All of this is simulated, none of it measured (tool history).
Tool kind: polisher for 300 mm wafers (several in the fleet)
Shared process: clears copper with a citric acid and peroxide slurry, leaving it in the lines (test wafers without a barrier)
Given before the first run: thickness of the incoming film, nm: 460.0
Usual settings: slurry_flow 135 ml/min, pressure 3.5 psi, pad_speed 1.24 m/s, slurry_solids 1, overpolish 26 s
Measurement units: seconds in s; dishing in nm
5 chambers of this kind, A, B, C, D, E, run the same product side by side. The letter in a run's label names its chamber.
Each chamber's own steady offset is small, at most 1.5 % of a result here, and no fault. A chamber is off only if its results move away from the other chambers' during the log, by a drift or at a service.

run	day	slurry_flow	pressure	pad_speed	slurry_solids	overpolish	wafers polished on this pad	hours since the slurry nozzle was cleaned	hours since the head pressure was calibrated	hours since the slurry blender was calibrated	seconds	dishing
# day 0.142: chamber C: worn pad replaced by a new one
1A	0.3	135	3.5	1.24	1	26	625	447	1414.8	10	178.4	28.484
# day 0.362: chamber E: slurry nozzle cleaned
2E	0.517	135	3.5	1.24	1	26	353	3.8	456.7	101.2	171.32	28.818
3D	0.817	135	3.5	1.24	1	26	472	93.1	187.2	130.2	176.75	28.724
# day 0.871: chamber D: worn pad replaced by a new one
4B	1.096	135	3.5	1.24	1	26	678	497.5	196.5	382.3	172.02	29.241
5C	1.425	135	3.5	1.24	1	26	176	54.5	132.7	85.6	175.46	29.199
6E	1.854	135	3.5	1.24	1	26	537	35.9	488.8	133.3	177.63	27.651
7C	2.079	135	3.5	1.24	1	26	266	70.2	148.4	101.3	173.96	28.778
# day 2.15: chamber A: head pressure recalibrated
8A	2.317	135	3.5	1.24	1	26	902	495.4	4	58.4	173.27	28.464
9B	2.583	135	3.5	1.24	1	26	883	533.2	232.2	418	177.25	28.398
10D	2.821	135	3.5	1.24	1	26	268	141.2	235.3	178.3	176.47	28.706
11E	3.071	135	2.4	1.24	1	26	704	65.1	518	162.5	252.82	23.986
12C	3.354	135	2.4	1.24	1	26	442	100.8	179	131.9	254.34	24.145
13B	3.75	135	2.4	1.24	1	26	1043	561.2	260.2	446	252.04	24.004
14D	4.117	135	2.4	1.24	1	26	446	172.3	266.4	209.4	251.3	23.356
# day 4.196: chamber C: worn pad replaced by a new one
15A	4.467	135	2.4	1.24	1	26	1198	547	55.6	110	250.89	23.23
16A	4.683	135	3.5	1.24	1	26	1228	552.2	60.8	115.2	180.68	28.645
# day 4.883: chamber D: worn pad replaced by a new one
17C	5.162	100	3.5	1.24	1	39	133	144.2	222.4	175.3	189.28	31.89
18D	5.638	100	3.5	1.24	1	39	104	208.8	302.9	245.9	186	31.753
# day 5.729: chamber E: slurry blender recalibrated
19B	6.042	100	3.5	1.24	1	39	1358	616.2	315.2	501	195.97	31.587
# day 6.267: chamber B: slurry blender recalibrated
20E	6.475	100	3.5	1.24	1	39	1172	146.8	599.7	17.9	193.53	31.267
# day 6.483: chamber A: worn pad replaced by a new one
# day 6.546: chamber C: slurry blender recalibrated
# day 6.658: chamber E: worn pad replaced by a new one
21B	6.712	100	3.5	1.24	1	39	1451	632.3	331.3	10.7	195.37	32.476
22A	7.125	135	3.5	1.24	1	26	88	610.8	119.4	173.8	173.15	29.148
# day 7.171: chamber B: head pressure recalibrated
23E	7.412	135	3.5	1.24	1	26	104	169.3	622.2	40.4	179.45	27.888
24D	7.729	135	3.5	1.24	1	26	391	259	353.1	296.1	170.58	28.965
25C	7.971	135	3.5	1.24	1	26	519	211.6	289.8	34.3	172.09	28.115
# day 8.35: chamber B: worn pad replaced by a new one
26A	8.354	135	3.5	1.24	1	26	257	640.3	148.9	203.3	176.51	29.696
# day 8.6: chamber D: slurry blender recalibrated
# day 8.662: chamber E: slurry nozzle cleaned
27D	8.796	135	3.5	1.24	1	26	538	284.6	378.7	4.8	179.4	26.62
# day 8.838: chamber C: worn pad replaced by a new one
# day 8.917: chamber D: worn pad replaced by a new one
28E	9.183	135	3.5	1.24	1	26	347	12.6	664.7	82.9	178.85	28.267
29B	9.617	135	3.5	1.24	1	26	174	702	58.7	80.4	188.51	28.607
30C	10	135	3.5	1.24	1	26	160	260.3	338.5	83	182.82	28.358
31E	10.25	135	3.5	1.24	1	26	494	38.2	690.3	108.5	180.77	28.126
32D	10.55	135	3.5	1.24	1	26	225	326.7	420.8	46.9	174.76	29.437
# day 10.808: chamber C: head pressure recalibrated
33C	10.938	135	3.5	1.24	1	26	288	282.8	3.1	105.5	173.41	27.852
34B	11.308	135	3.5	1.24	1	26	406	742.6	99.3	121	194.98	27.76
# day 11.5: chamber A: slurry blender recalibrated
35A	11.742	135	3.5	1.24	1	26	723	721.6	230.2	5.9	176.25	27.223

Read the log: is a single chamber off, either drifting away or since a service, is the gauge that measures every chamber drifting, or is nothing wrong beyond small per-chamber offsets? Name any odd chamber and what most likely caused it.

It is chamber B that slowly wanders off from its peers.
What lies behind it: slurry flow missing at the pad, % = 41.

Here are 4 candidates for chamber B's next run, each the usual settings with a change, their results left as question marks. Which one brings its results back in line with what the others give on the usual settings?
Maximum distance from the other chambers' mean on the usual settings for a result to count as in line: seconds 9.7 s; dishing 2.1 nm
36B-1	12.092	135	3.7	1.32	1	25					?	?
36B-2	12.092	140	3.9	1.4	1	25					?	?
36B-3	12.092	135	3.3	1.16	1	27					?	?
36B-4	12.092	130	3.1	1.08	1	27					?	?

Average result of the remaining chambers running the usual settings: seconds 176.05 s; dishing 28.353 nm
run	seconds	dishing
36B-1	176.57	28.07
36B-2	156.52	29.666
36B-3	224.1	25.8
36B-4	258.42	23.816
With 36B-1, the chamber falls back in line with the rest.

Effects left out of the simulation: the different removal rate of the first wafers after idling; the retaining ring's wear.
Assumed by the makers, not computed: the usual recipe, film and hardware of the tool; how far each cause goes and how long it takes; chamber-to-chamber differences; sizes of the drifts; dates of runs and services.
